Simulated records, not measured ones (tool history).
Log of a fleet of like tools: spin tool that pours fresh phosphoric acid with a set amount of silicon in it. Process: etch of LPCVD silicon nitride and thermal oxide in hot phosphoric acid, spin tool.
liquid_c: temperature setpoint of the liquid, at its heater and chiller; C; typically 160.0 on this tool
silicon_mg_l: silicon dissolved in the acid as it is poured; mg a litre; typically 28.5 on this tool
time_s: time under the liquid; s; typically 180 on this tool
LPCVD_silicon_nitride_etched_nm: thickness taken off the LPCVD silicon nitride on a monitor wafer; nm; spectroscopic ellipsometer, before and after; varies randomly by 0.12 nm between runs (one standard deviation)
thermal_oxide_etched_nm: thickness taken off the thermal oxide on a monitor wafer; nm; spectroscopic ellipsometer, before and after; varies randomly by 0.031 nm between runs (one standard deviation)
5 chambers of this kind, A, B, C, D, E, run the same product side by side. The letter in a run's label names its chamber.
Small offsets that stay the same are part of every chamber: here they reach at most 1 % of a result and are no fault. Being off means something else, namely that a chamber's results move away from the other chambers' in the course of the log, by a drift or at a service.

run	day	liquid_c	silicon_mg_l	time_s	read-back film thickness of the LPCVD silicon nitride reference wafer, read on the same gauge (nm)	read-back film thickness of the thermal oxide reference wafer, read on the same gauge (nm)	LPCVD_silicon_nitride_etched_nm	thermal_oxide_etched_nm
1D	0.212	160.0	28.5	180	99.996	69.972	16.2310	0.21106
2E	0.608	160.0	28.5	180	99.969	70.002	16.1680	0.24044
3B	0.929	160.0	28.5	180	99.971	70.020	15.9020	0.21993
4C	1.212	160.0	28.5	180	99.991	69.999	16.0920	0.17913
5A	1.504	160.0	28.5	180	100.020	70.019	16.0060	0.27306
6C	1.762	160.0	28.5	180	99.963	70.003	15.9060	0.23807
# day 1.954: chamber C: heated supply line repaired
7B	1.996	162.5	28.5	95	99.933	70.024	9.1523	0.12144
8A	2.379	162.5	28.5	95	100.010	70.016	9.1302	0.10832
9E	2.612	162.5	28.5	95	100.030	70.004	9.1640	0.15580
10D	3.008	162.5	28.5	95	99.988	70.005	9.2023	0.17256
11D	3.354	162.5	28.5	95	100.010	70.009	9.2092	0.14604
12B	3.796	160.0	28.5	180	100.010	70.008	15.5210	0.23553
13A	4.167	160.0	28.5	180	99.995	69.978	16.0450	0.24101
14C	4.612	160.0	28.5	180	99.999	69.954	15.9520	0.22916
15E	5.038	160.0	28.5	180	100.010	69.995	15.7040	0.18719
16A	5.308	160.0	28.5	180	100.030	69.998	15.9090	0.21597
17B	5.712	160.0	28.5	180	100.030	70.041	15.5320	0.23320
18D	6.100	160.0	28.5	180	100.010	69.986	16.0680	0.22089
19C	6.438	160.0	28.5	180	100.020	69.977	16.0260	0.28098
20E	6.692	162.5	28.5	180	99.974	69.996	17.2720	0.30802
21D	6.992	162.5	28.5	180	100.050	69.990	17.3260	0.25079
22B	7.333	162.5	28.5	180	99.992	69.990	16.8810	0.28353
23C	7.525	162.5	28.5	180	100.010	70.005	17.3690	0.28152
24A	7.796	162.5	28.5	180	99.950	70.015	17.5390	0.28664
25E	8.154	160.0	28.5	270	100.020	69.978	23.9810	0.29699
26C	8.450	160.0	28.5	270	99.956	69.987	23.8910	0.32044
27B	8.812	160.0	28.5	270	99.977	69.989	22.5230	0.28277
28A	9.058	160.0	28.5	270	100.000	70.010	23.6690	0.34127
29E	9.383	160.0	28.5	270	100.000	69.983	24.0470	0.31075
30D	9.796	160.0	28.5	180	100.020	69.974	16.0770	0.22074
31B	10.112	160.0	28.5	180	99.986	70.005	14.9760	0.18359
32D	10.388	160.0	28.5	180	99.990	70.014	15.9220	0.25517
33E	10.583	160.0	28.5	180	99.994	69.996	15.8480	0.21822
34A	10.838	160.0	28.5	180	99.989	69.973	15.9950	0.21680
# day 11.029: chamber A: heated supply line repaired
35C	11.200	160.0	28.5	180	100.020	69.966	16.2420	0.21189
36A	11.604	160.0	28.5	180	99.990	70.007	15.8750	0.19452
37D	11.867	160.0	28.5	180	100.020	70.018	16.0630	0.22643

One chamber off, gauge drift, or nothing amiss beyond the chambers' own small offsets? If it is a chamber, which one, and what is the likeliest cause?

It is chamber B that slowly wanders off from its peers.
What lies behind it: liquid colder than its thermometer reads (K) = 2.03.
From this log alone, it may not be told apart from: temperature lost on the way to the wafer (K).

Which of the 4 candidates below, each the usual settings with something changed and its results left as question marks, puts chamber B back in line with what the other chambers give on the usual settings?
In line means no further than this from the other chambers' mean on the usual settings: LPCVD_silicon_nitride_etched_nm 0.4200 nm; thermal_oxide_etched_nm 0.11000 nm
38B-1	12.183	160.0	30.5	165			?	?
38B-2	12.183	160.0	29.0	175			?	?
38B-3	12.183	160.0	28.0	185			?	?
38B-4	12.183	160.0	26.5	195			?	?

The other chambers' mean on the usual settings: LPCVD_silicon_nitride_etched_nm 16.0010 nm; thermal_oxide_etched_nm 0.22912 nm
run	LPCVD_silicon_nitride_etched_nm	thermal_oxide_etched_nm
38B-1	13.6000	0.15622
38B-2	14.4240	0.17583
38B-3	15.2480	0.19302
38B-4	16.0730	0.21476
38B-4 brings the chamber back in line.
